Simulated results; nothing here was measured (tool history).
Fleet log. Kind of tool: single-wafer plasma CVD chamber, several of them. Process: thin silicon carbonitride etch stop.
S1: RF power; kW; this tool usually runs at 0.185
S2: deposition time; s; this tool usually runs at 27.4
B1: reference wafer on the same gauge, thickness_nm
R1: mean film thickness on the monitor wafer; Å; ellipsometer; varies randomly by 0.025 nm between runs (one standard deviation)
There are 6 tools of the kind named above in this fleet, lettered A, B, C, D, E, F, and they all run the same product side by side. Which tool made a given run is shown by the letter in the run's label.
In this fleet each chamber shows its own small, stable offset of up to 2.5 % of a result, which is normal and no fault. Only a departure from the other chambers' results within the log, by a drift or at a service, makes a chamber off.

Run 1F, hour 5.7: usual settings; B1 14.398. Result: R1 152.74 Å.
Run 2D, hour 10.1: usual settings; B1 14.393. Result: R1 154.08 Å.
Run 3C, hour 16.7: usual settings; B1 14.391. Result: R1 151.94 Å.
Run 4A, hour 21.4: usual settings; B1 14.391. Result: R1 152.36 Å.
Run 5E, hour 25.6: usual settings; B1 14.39. Result: R1 148.53 Å.
Run 6B, hour 28.8: usual settings; B1 14.391. Result: R1 151.96 Å.
Run 7E, hour 32.8: usual settings; B1 14.384. Result: R1 149.04 Å.
Run 8A, hour 37.2: usual settings; B1 14.389. Result: R1 151.93 Å.
Run 9F, hour 43.5: usual settings; B1 14.384. Result: R1 152.89 Å.
Run 10C, hour 49.7: usual settings; B1 14.379. Result: R1 152.3 Å.
Run 11D, hour 56: usual settings; B1 14.369. Result: R1 153.79 Å.
Run 12B, hour 59.7: usual settings; B1 14.379. Result: R1 152.18 Å.
Run 13F, hour 66.3: usual settings; B1 14.371. Result: R1 152.35 Å.
Run 14D, hour 73: usual settings; B1 14.365. Result: R1 154 Å.
Run 15E, hour 76.4: usual settings; B1 14.364. Result: R1 148.38 Å.
Run 16A, hour 79.4: usual settings; B1 14.37. Result: R1 151.56 Å.
Run 17C, hour 86.1: usual settings; B1 14.365. Result: R1 151.54 Å.
Run 18B, hour 92.6: usual settings; B1 14.357. Result: R1 151.67 Å.
Run 19B, hour 99.1: usual settings; B1 14.359. Result: R1 151.61 Å.
Run 20A, hour 104.7: usual settings; B1 14.353. Result: R1 151.54 Å.
Run 21F, hour 110.5: usual settings; B1 14.353. Result: R1 152.07 Å.
Run 22C, hour 114.5: usual settings; B1 14.357. Result: R1 151.93 Å.
Run 23E, hour 120.9: usual settings; B1 14.345. Result: R1 148.27 Å.
Run 24D, hour 126.4: usual settings; B1 14.345. Result: R1 153.55 Å.
Run 25C, hour 131.3: usual settings; B1 14.347. Result: R1 151.84 Å.
Run 26A, hour 135.8: usual settings but S2 24.8 s; B1 14.342. Result: R1 137.74 Å.
Run 27F, hour 142.5: usual settings but S2 24.8 s; B1 14.334. Result: R1 137.93 Å.
Run 28E, hour 148: usual settings but S2 24.8 s; B1 14.336. Result: R1 134.23 Å.
Run 29D, hour 151.9: usual settings but S2 24.8 s; B1 14.343. Result: R1 138.93 Å.
Run 30B, hour 155.6: usual settings but S2 24.8 s; B1 14.332. Result: R1 137.41 Å.
Run 31E, hour 161.6: usual settings but S2 24.8 s; B1 14.334. Result: R1 134.17 Å.
Run 32C, hour 168: usual settings; B1 14.331. Result: R1 151.68 Å.
Run 33A, hour 174.2: usual settings; B1 14.33. Result: R1 151.98 Å.
Run 34F, hour 177.5: usual settings; B1 14.328. Result: R1 152.08 Å.
Run 35D, hour 184.1: usual settings; B1 14.322. Result: R1 152.99 Å.
Run 36B, hour 188.4: usual settings; B1 14.318. Result: R1 151.23 Å.
Run 37C, hour 193.8: usual settings; B1 14.315. Result: R1 151.36 Å.
Run 38E, hour 198.2: usual settings; B1 14.311. Result: R1 148.5 Å.
Run 39F, hour 204.6: usual settings; B1 14.319. Result: R1 152.17 Å.
At hour 205.2: chamber D: thermocouple changed; heater temperature recalibrated.
Run 40D, hour 209: usual settings; B1 14.308. Result: R1 153.11 Å.
Run 41B, hour 215.1: usual settings; B1 14.308. Result: R1 151.9 Å.
Run 42A, hour 221.2: usual settings; B1 14.309. Result: R1 151.45 Å.

Does one chamber stand apart from the rest, does the shared gauge drift, or is all well apart from small per-chamber offsets? Give the chamber and the most likely cause, where there is one.

Gauge drift. The chambers move together only on paper, and none stands off.
What lies behind it: gauge reads low (%) = 0.664.
